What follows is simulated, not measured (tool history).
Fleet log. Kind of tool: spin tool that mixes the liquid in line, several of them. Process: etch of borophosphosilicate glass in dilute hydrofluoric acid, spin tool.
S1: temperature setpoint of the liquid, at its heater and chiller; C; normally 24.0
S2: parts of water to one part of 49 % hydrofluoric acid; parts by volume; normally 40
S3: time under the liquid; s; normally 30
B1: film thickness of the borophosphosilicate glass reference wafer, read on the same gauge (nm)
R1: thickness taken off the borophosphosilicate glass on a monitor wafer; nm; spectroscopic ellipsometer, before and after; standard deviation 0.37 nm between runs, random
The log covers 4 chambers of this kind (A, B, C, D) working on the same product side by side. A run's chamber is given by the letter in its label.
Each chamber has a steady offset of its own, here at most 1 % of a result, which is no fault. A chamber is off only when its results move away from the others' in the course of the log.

Run 1B, hour 16.2: usual settings; B1 69.998. Result: R1 42.575 nm.
Run 2D, hour 30.7: usual settings; B1 70.014. Result: R1 41.575 nm.
Run 3A, hour 46.7: usual settings; B1 70.010. Result: R1 41.276 nm.
Run 4C, hour 55.0: usual settings; B1 69.988. Result: R1 41.074 nm.
Run 5A, hour 66.4: usual settings; B1 70.027. Result: R1 41.295 nm.
Run 6D, hour 76.0: usual settings; B1 69.992. Result: R1 41.091 nm.
Run 7B, hour 83.5: usual settings; B1 70.006. Result: R1 42.400 nm.
Run 8C, hour 93.1: usual settings; B1 69.999. Result: R1 40.674 nm.
Run 9A, hour 103.3: usual settings; B1 69.976. Result: R1 41.386 nm.
Run 10C, hour 117.7: usual settings; B1 70.023. Result: R1 40.676 nm.
Run 11D, hour 133.9: usual settings; B1 69.993. Result: R1 40.858 nm.
Run 12B, hour 143.8: usual settings; B1 69.986. Result: R1 41.358 nm.
Run 13D, hour 155.3: usual settings; B1 70.008. Result: R1 41.243 nm.
Run 14C, hour 171.0: usual settings; B1 70.028. Result: R1 40.517 nm.
Run 15A, hour 182.2: usual settings but S1 22.5 C, S2 25 parts by volume; B1 70.014. Result: R1 63.477 nm.
Run 16B, hour 198.5: usual settings but S1 22.5 C, S2 25 parts by volume; B1 70.011. Result: R1 63.513 nm.
Run 17C, hour 211.1: usual settings but S1 22.5 C, S2 25 parts by volume; B1 70.005. Result: R1 61.355 nm.
At hour 213.7: chamber D: hydrofluoric acid flow meter replaced.
At hour 221.7: chamber A: hydrofluoric acid flow meter replaced.
Run 18A, hour 224.9: usual settings but S1 22.5 C, S2 25 parts by volume; B1 69.976. Result: R1 63.254 nm.
Run 19D, hour 240.1: usual settings; B1 70.002. Result: R1 41.656 nm.
Run 20B, hour 251.7: usual settings; B1 69.994. Result: R1 40.457 nm.
Run 21B, hour 265.5: usual settings; B1 69.993. Result: R1 41.587 nm.
Run 22A, hour 274.3: usual settings; B1 69.994. Result: R1 41.151 nm.
Run 23C, hour 286.6: usual settings; B1 69.999. Result: R1 39.115 nm.
Run 24D, hour 297.5: usual settings; B1 69.998. Result: R1 41.714 nm.
Run 25A, hour 312.5: usual settings; B1 69.999. Result: R1 41.271 nm.
Run 26B, hour 322.3: usual settings; B1 69.982. Result: R1 41.279 nm.
Run 27C, hour 332.9: usual settings; B1 70.009. Result: R1 38.800 nm.
Run 28D, hour 347.9: usual settings; B1 69.992. Result: R1 41.481 nm.
Run 29D, hour 357.6: usual settings but S3 45 s; B1 69.985. Result: R1 62.950 nm.
Run 30C, hour 370.2: usual settings but S3 45 s; B1 70.027. Result: R1 57.497 nm.
Run 31A, hour 385.6: usual settings but S3 45 s; B1 69.982. Result: R1 62.012 nm.
Run 32B, hour 399.8: usual settings but S3 45 s; B1 69.993. Result: R1 61.929 nm.
Run 33B, hour 409.8: usual settings; B1 69.987. Result: R1 41.270 nm.
Run 34D, hour 416.9: usual settings but S1 20.0 C, S2 30 parts by volume; B1 69.992. Result: R1 47.456 nm.
Run 35A, hour 429.0: usual settings but S1 20.0 C, S2 30 parts by volume; B1 69.985. Result: R1 47.660 nm.

What goes on in this fleet: one chamber off, a drifting gauge, or nothing beyond the chambers' own small offsets? Name the chamber and the cause, if any.

Little by little, chamber C moves away from the other chambers.
What lies behind it: hydrofluoric acid flow below the setpoint (%) = 9.48.
With only this log, it may be confused with: liquid colder than its thermometer reads (K).

Which of the 4 candidates below, each the usual settings with something changed and its results left as question marks, puts chamber C back in line with what the other chambers give on the usual settings?
Allowed miss from the other chambers' usual-settings mean, per result, to count as in line: R1 1.300 nm
Run 36C-1, hour 440.7: usual settings but S1 25.0 C. Result: R1 ?.
Run 36C-2, hour 440.7: usual settings but S1 23.0 C. Result: R1 ?.
Run 36C-3, hour 440.7: usual settings but S1 26.5 C. Result: R1 ?.
Run 36C-4, hour 440.7: usual settings but S1 21.5 C. Result: R1 ?.

On the usual settings, the other chambers give on average: R1 41.488 nm
  run      R1
36C-1  38.860
36C-2  35.794
36C-3  41.293
36C-4  33.629
Change 36C-3 lands the chamber within the allowed miss of the other chambers.
